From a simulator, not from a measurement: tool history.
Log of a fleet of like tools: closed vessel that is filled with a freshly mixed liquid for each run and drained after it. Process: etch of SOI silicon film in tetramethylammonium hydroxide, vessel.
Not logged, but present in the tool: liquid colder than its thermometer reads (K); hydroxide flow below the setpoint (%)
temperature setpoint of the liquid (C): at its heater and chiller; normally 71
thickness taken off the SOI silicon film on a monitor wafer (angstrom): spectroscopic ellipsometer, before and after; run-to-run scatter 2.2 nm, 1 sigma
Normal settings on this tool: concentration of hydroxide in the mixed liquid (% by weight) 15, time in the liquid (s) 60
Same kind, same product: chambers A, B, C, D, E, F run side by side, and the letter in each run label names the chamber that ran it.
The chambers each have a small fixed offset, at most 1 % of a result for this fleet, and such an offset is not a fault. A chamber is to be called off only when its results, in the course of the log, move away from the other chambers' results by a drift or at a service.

| run | hour | temperature setpoint of the liquid (C) | concentration of hydroxide in the mixed liquid (% by weight) | time in the liquid (s) | hours since the thermometer was replaced | hours since the hydroxide flow meter was replaced | read-back film thickness of the SOI silicon film reference wafer, read on the same gauge (nm) | thickness taken off the SOI silicon film on a monitor wafer (angstrom) |
|---|---|---|---|---|---|---|---|---|
| 1F | 11.3 | 71 | 15 | 60 | 938.1 | 841.9 | 60.01 | 3832.3 |
| 2D | 20.1 | 71 | 15 | 60 | 980.9 | 446 | 59.986 | 3849.4 |
| 3B | 33.9 | 71 | 15 | 60 | 497.7 | 184.8 | 60.002 | 3851.4 |
| 4A | 45.1 | 71 | 15 | 60 | 301.8 | 125.5 | 60.029 | 3887.3 |
| 5E | 51.9 | 71 | 15 | 60 | 1963.6 | 645.1 | 60.009 | 3923.6 |
| 6C | 62.1 | 71 | 10.5 | 60 | 647.5 | 564 | 59.974 | 4542.1 |
| 7D | 73.7 | 71 | 10.5 | 60 | 1034.5 | 499.6 | 59.929 | 4466.1 |
| 8B | 86.7 | 71 | 10.5 | 60 | 550.5 | 237.6 | 59.973 | 4511.3 |
| 9E | 94.6 | 71 | 10.5 | 60 | 2006.3 | 687.8 | 59.987 | 4558.5 |
| 10A | 109.7 | 71 | 10.5 | 60 | 366.4 | 190.1 | 59.981 | 4508.9 |
| 11F | 118.5 | 71 | 10.5 | 60 | 1045.3 | 949.1 | 60.013 | 4507.8 |
| 12C | 126.7 | 71 | 15 | 60 | 712.1 | 628.6 | 59.98 | 3878.5 |
| 13D | 134.1 | 71 | 15 | 60 | 1094.9 | 560 | 60.034 | 3842.7 |
| 14A | 149.1 | 71 | 15 | 60 | 405.8 | 229.5 | 60.014 | 3886 |
| 15F | 158.1 | 71 | 15 | 60 | 1084.9 | 988.7 | 60.014 | 3876.3 |
| 16C | 164.8 | 71 | 19.5 | 90 | 750.2 | 666.7 | 59.966 | 5251 |
| 17E | 177.8 | 71 | 19.5 | 90 | 2089.5 | 771 | 60.053 | 5322.1 |
|  | 181.6 | chamber F: thermometer replaced |
| 18B | 186.2 | 71 | 19.5 | 90 | 650 | 337.1 | 59.978 | 5219.8 |
| 19F | 196.1 | 71 | 19.5 | 90 | 14.5 | 1026.7 | 59.954 | 5223.4 |
| 20D | 210.8 | 71 | 19.5 | 90 | 1171.6 | 636.7 | 60.01 | 5183.5 |
| 21E | 221 | 71 | 19.5 | 90 | 2132.7 | 814.2 | 59.994 | 5306.3 |
| 22A | 227.9 | 73.5 | 15 | 90 | 484.6 | 308.3 | 60.003 | 6632.8 |
| 23C | 239.8 | 73.5 | 15 | 90 | 825.2 | 741.7 | 59.976 | 6722.1 |
| 24B | 254.9 | 73.5 | 15 | 90 | 718.7 | 405.8 | 60.034 | 6655.6 |
| 25F | 267.4 | 73.5 | 15 | 90 | 85.8 | 1098 | 60.037 | 6686.2 |
| 26C | 281.6 | 73.5 | 15 | 90 | 867 | 783.5 | 59.976 | 6699.6 |
| 27A | 288.9 | 73.5 | 15 | 90 | 545.6 | 369.3 | 59.993 | 6577.2 |
| 28E | 298.1 | 71 | 15 | 60 | 2209.8 | 891.3 | 60.04 | 3897.1 |
|  | 305 | chamber C: hydroxide flow meter replaced |
| 29B | 305.8 | 71 | 15 | 60 | 769.6 | 456.7 | 59.996 | 3846.9 |
| 30D | 321.3 | 71 | 15 | 60 | 1282.1 | 747.2 | 60.007 | 3817 |
| 31D | 334.4 | 71 | 15 | 60 | 1295.2 | 760.3 | 60.018 | 3808.7 |
|  | 343.4 | chamber A: thermometer replaced |
| 32A | 348.1 | 71 | 15 | 60 | 4.8 | 428.5 | 59.971 | 3815.6 |
| 33C | 361.7 | 64 | 15 | 80 | 947.1 | 56.7 | 59.995 | 3311.5 |
|  | 367.8 | chamber D: hydroxide flow meter replaced |
| 34B | 371.3 | 64 | 15 | 80 | 835.1 | 522.2 | 60.001 | 3372.8 |
|  | 377.2 | chamber F: hydroxide flow meter replaced |
| 35E | 383.3 | 64 | 15 | 80 | 2295 | 976.5 | 59.987 | 3412 |
| 36F | 392 | 64 | 15 | 80 | 210.4 | 14.9 | 60.037 | 3367.9 |
| 37F | 406.7 | 64 | 15 | 80 | 225.1 | 29.6 | 60.02 | 3315 |
| 38A | 416.4 | 64 | 15 | 80 | 73.1 | 496.8 | 59.999 | 3362.9 |
| 39D | 423.7 | 71 | 15 | 60 | 1384.5 | 55.9 | 60.004 | 3837.8 |

All 6 chambers run these settings next. Forecast each chamber's results:
| 40A | 434.8 | 71 | 15 | 85 |  |  |  | ? |
| 40B | 434.8 | 71 | 15 | 85 |  |  |  | ? |
| 40C | 434.8 | 71 | 15 | 85 |  |  |  | ? |
| 40D | 434.8 | 71 | 15 | 85 |  |  |  | ? |
| 40E | 434.8 | 71 | 15 | 85 |  |  |  | ? |
| 40F | 434.8 | 71 | 15 | 85 |  |  |  | ? |

| run | thickness taken off the SOI silicon film on a monitor wafer (angstrom) |
|---|---|
| 40A | 5437.7 |
| 40B | 5407.2 |
| 40C | 5262.5 |
| 40D | 5446.7 |
| 40E | 5527.8 |
| 40F | 5392.8 |
